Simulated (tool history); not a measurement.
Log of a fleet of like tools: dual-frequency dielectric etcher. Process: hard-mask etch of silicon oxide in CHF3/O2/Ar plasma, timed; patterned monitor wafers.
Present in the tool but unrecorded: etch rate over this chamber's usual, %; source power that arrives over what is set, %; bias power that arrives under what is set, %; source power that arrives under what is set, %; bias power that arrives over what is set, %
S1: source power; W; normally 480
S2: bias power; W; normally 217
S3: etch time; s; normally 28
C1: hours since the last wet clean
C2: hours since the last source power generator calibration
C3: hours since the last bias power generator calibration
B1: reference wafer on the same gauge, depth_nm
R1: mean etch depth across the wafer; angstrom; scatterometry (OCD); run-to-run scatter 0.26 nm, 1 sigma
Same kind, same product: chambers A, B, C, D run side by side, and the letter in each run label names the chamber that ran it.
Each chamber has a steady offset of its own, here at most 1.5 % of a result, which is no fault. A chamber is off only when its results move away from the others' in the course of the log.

Run 1B, hour 6.8: usual settings; C1 276.2; C2 171.0; C3 1192.8; B1 61.217. Result: R1 545.72 angstrom.
Run 2D, hour 13.6: usual settings; C1 327.1; C2 2743.9; C3 2476.1; B1 61.173. Result: R1 544.15 angstrom.
Run 3C, hour 17.4: usual settings; C1 101.5; C2 213.2; C3 2098.6; B1 61.248. Result: R1 550.54 angstrom.
Run 4A, hour 25.0: usual settings; C1 442.9; C2 2459.0; C3 2212.5; B1 61.116. Result: R1 542.06 angstrom.
Run 5D, hour 28.6: usual settings but S1 520 W, S2 241 W; C1 342.1; C2 2758.9; C3 2491.1; B1 61.156. Result: R1 584.83 angstrom.
Run 6C, hour 32.1: usual settings but S1 520 W, S2 241 W; C1 116.2; C2 227.9; C3 2113.3; B1 61.174. Result: R1 584.98 angstrom.
Run 7B, hour 38.7: usual settings but S1 520 W, S2 241 W; C1 308.1; C2 202.9; C3 1224.7; B1 61.210. Result: R1 583.69 angstrom.
Run 8A, hour 45.5: usual settings but S1 520 W, S2 241 W; C1 463.4; C2 2479.5; C3 2233.0; B1 61.291. Result: R1 584.34 angstrom.
At hour 47.4: chamber A: wet clean of the chamber.
Run 9D, hour 53.2: usual settings; C1 366.7; C2 2783.5; C3 2515.7; B1 61.206. Result: R1 541.59 angstrom.
Run 10A, hour 57.8: usual settings; C1 10.5; C2 2491.8; C3 2245.3; B1 61.234. Result: R1 545.83 angstrom.
Run 11C, hour 61.2: usual settings; C1 145.3; C2 257.0; C3 2142.4; B1 61.257. Result: R1 549.30 angstrom.
Run 12B, hour 67.7: usual settings; C1 337.1; C2 231.9; C3 1253.7; B1 61.195. Result: R1 542.15 angstrom.
Run 13A, hour 74.6: usual settings; C1 27.3; C2 2508.6; C3 2262.1; B1 61.245. Result: R1 541.34 angstrom.
At hour 76.8: chamber B: wet clean of the chamber.
Run 14B, hour 79.9: usual settings; C1 3.2; C2 244.1; C3 1265.9; B1 61.158. Result: R1 546.70 angstrom.
Run 15D, hour 84.1: usual settings; C1 397.6; C2 2814.4; C3 2546.6; B1 61.219. Result: R1 548.62 angstrom.
Run 16C, hour 88.2: usual settings; C1 172.3; C2 284.0; C3 2169.4; B1 61.209. Result: R1 545.46 angstrom.
Run 17C, hour 95.6: usual settings; C1 179.7; C2 291.4; C3 2176.8; B1 61.228. Result: R1 544.06 angstrom.
Run 18B, hour 102.9: usual settings; C1 26.2; C2 267.1; C3 1288.9; B1 61.236. Result: R1 546.84 angstrom.
Run 19D, hour 110.0: usual settings; C1 423.5; C2 2840.3; C3 2572.5; B1 61.105. Result: R1 548.34 angstrom.
Run 20A, hour 115.0: usual settings; C1 67.7; C2 2549.0; C3 2302.5; B1 61.243. Result: R1 546.22 angstrom.
Run 21D, hour 119.8: usual settings but S2 197 W, S3 25 s; C1 433.3; C2 2850.1; C3 2582.3; B1 61.179. Result: R1 471.89 angstrom.
Run 22B, hour 126.0: usual settings but S2 197 W, S3 25 s; C1 49.3; C2 290.2; C3 1312.0; B1 61.234. Result: R1 471.02 angstrom.
Run 23A, hour 131.7: usual settings but S2 197 W, S3 25 s; C1 84.4; C2 2565.7; C3 2319.2; B1 61.161. Result: R1 471.33 angstrom.
Run 24C, hour 138.1: usual settings but S2 197 W, S3 25 s; C1 222.2; C2 333.9; C3 2219.3; B1 61.193. Result: R1 473.03 angstrom.
Run 25C, hour 143.0: usual settings; C1 227.1; C2 338.8; C3 2224.2; B1 61.251. Result: R1 553.49 angstrom.
Run 26B, hour 150.1: usual settings; C1 73.4; C2 314.3; C3 1336.1; B1 61.135. Result: R1 545.33 angstrom.
Run 27D, hour 153.4: usual settings; C1 466.9; C2 2883.7; C3 2615.9; B1 61.110. Result: R1 539.36 angstrom.
Run 28A, hour 159.2: usual settings; C1 111.9; C2 2593.2; C3 2346.7; B1 61.180. Result: R1 544.29 angstrom.

Each of the 4 chambers runs these same settings next. Fill in every chamber's results:
Run 29A, hour 164.7: usual settings. Result: R1 ?.
Run 29B, hour 164.7: usual settings. Result: R1 ?.
Run 29C, hour 164.7: usual settings. Result: R1 ?.
Run 29D, hour 164.7: usual settings. Result: R1 ?.

run      R1
29A  545.75
29B  546.97
29C  549.80
29D  547.97
